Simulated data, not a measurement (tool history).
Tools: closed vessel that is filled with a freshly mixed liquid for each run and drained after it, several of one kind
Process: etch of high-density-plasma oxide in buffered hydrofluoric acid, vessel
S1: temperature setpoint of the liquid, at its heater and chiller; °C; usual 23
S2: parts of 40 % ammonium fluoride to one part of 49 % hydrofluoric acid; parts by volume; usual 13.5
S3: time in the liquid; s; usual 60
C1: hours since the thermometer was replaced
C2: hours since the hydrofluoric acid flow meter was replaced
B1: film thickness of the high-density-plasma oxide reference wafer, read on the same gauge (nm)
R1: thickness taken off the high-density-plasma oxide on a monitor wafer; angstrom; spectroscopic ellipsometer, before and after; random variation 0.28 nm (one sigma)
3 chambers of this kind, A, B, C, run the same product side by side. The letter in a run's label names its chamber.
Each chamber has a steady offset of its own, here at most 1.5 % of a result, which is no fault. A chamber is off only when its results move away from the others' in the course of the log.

Run 1A, hour 8.5: usual settings; C1 468.1; C2 283.6; B1 140.01. Result: R1 530.2 angstrom.
Run 2C, hour 19.3: usual settings; C1 126.9; C2 1444.7; B1 139.99. Result: R1 534.25 angstrom.
Run 3B, hour 26: usual settings; C1 2553.8; C2 947.5; B1 139.96. Result: R1 529.97 angstrom.
Run 4B, hour 33.8: usual settings; C1 2561.6; C2 955.3; B1 140.01. Result: R1 526.52 angstrom.
Run 5C, hour 44: usual settings; C1 151.6; C2 1469.4; B1 139.98. Result: R1 533.63 angstrom.
Run 6A, hour 50.7: usual settings; C1 510.3; C2 325.8; B1 139.97. Result: R1 522.28 angstrom.
Run 7C, hour 56.6: usual settings; C1 164.2; C2 1482; B1 140.03. Result: R1 534.32 angstrom.
Run 8A, hour 65.3: usual settings; C1 524.9; C2 340.4; B1 140.02. Result: R1 523.3 angstrom.
Run 9B, hour 75.5: usual settings; C1 2603.3; C2 997; B1 140. Result: R1 528.9 angstrom.
Run 10C, hour 84.1: usual settings; C1 191.7; C2 1509.5; B1 140.01. Result: R1 533.11 angstrom.
Run 11A, hour 89.1: usual settings but S1 27 °C; C1 548.7; C2 364.2; B1 140. Result: R1 642.76 angstrom.
Run 12B, hour 99.1: usual settings but S1 27 °C; C1 2626.9; C2 1020.6; B1 139.99. Result: R1 653.15 angstrom.
Run 13C, hour 108.3: usual settings but S1 27 °C; C1 215.9; C2 1533.7; B1 140.02. Result: R1 658 angstrom.
Run 14B, hour 115.9: usual settings; C1 2643.7; C2 1037.4; B1 140.02. Result: R1 526.19 angstrom.
Run 15A, hour 120.8: usual settings; C1 580.4; C2 395.9; B1 139.97. Result: R1 518.59 angstrom.
At hour 128.1: chamber C: hydrofluoric acid flow meter replaced.
Run 16C, hour 131.2: usual settings; C1 238.8; C2 3.1; B1 140. Result: R1 530.42 angstrom.
Run 17B, hour 140.8: usual settings but S1 21.5 °C, S2 8 parts by volume; C1 2668.6; C2 1062.3; B1 139.99. Result: R1 785.67 angstrom.
Run 18A, hour 150.1: usual settings but S1 21.5 °C, S2 8 parts by volume; C1 609.7; C2 425.2; B1 140. Result: R1 772.52 angstrom.
Run 19C, hour 159: usual settings but S1 21.5 °C, S2 8 parts by volume; C1 266.6; C2 30.9; B1 140. Result: R1 800.53 angstrom.
Run 20A, hour 166.7: usual settings; C1 626.3; C2 441.8; B1 139.96. Result: R1 515.02 angstrom.
Run 21B, hour 176: usual settings; C1 2703.8; C2 1097.5; B1 139.99. Result: R1 526.49 angstrom.
Run 22C, hour 183.3: usual settings; C1 290.9; C2 55.2; B1 140. Result: R1 527.31 angstrom.
Run 23A, hour 189.5: usual settings; C1 649.1; C2 464.6; B1 140.08. Result: R1 511.74 angstrom.
Run 24B, hour 195.3: usual settings but S2 9 parts by volume; C1 2723.1; C2 1116.8; B1 140.05. Result: R1 748.46 angstrom.
Run 25B, hour 200.5: usual settings but S2 9 parts by volume; C1 2728.3; C2 1122; B1 140.04. Result: R1 750.12 angstrom.
Run 26A, hour 210: usual settings but S2 9 parts by volume; C1 669.6; C2 485.1; B1 139.95. Result: R1 736.91 angstrom.
Run 27C, hour 215: usual settings; C1 322.6; C2 86.9; B1 140.03. Result: R1 525.25 angstrom.
Run 28C, hour 224.1: usual settings; C1 331.7; C2 96; B1 139.99. Result: R1 533.43 angstrom.

All 3 chambers run these settings next. Forecast each chamber's results:
Run 29A, hour 231.9: usual settings. Result: R1 ?.
Run 29B, hour 231.9: usual settings. Result: R1 ?.
Run 29C, hour 231.9: usual settings. Result: R1 ?.

run      R1
29A  514.86
29B  529.77
29C  530.04
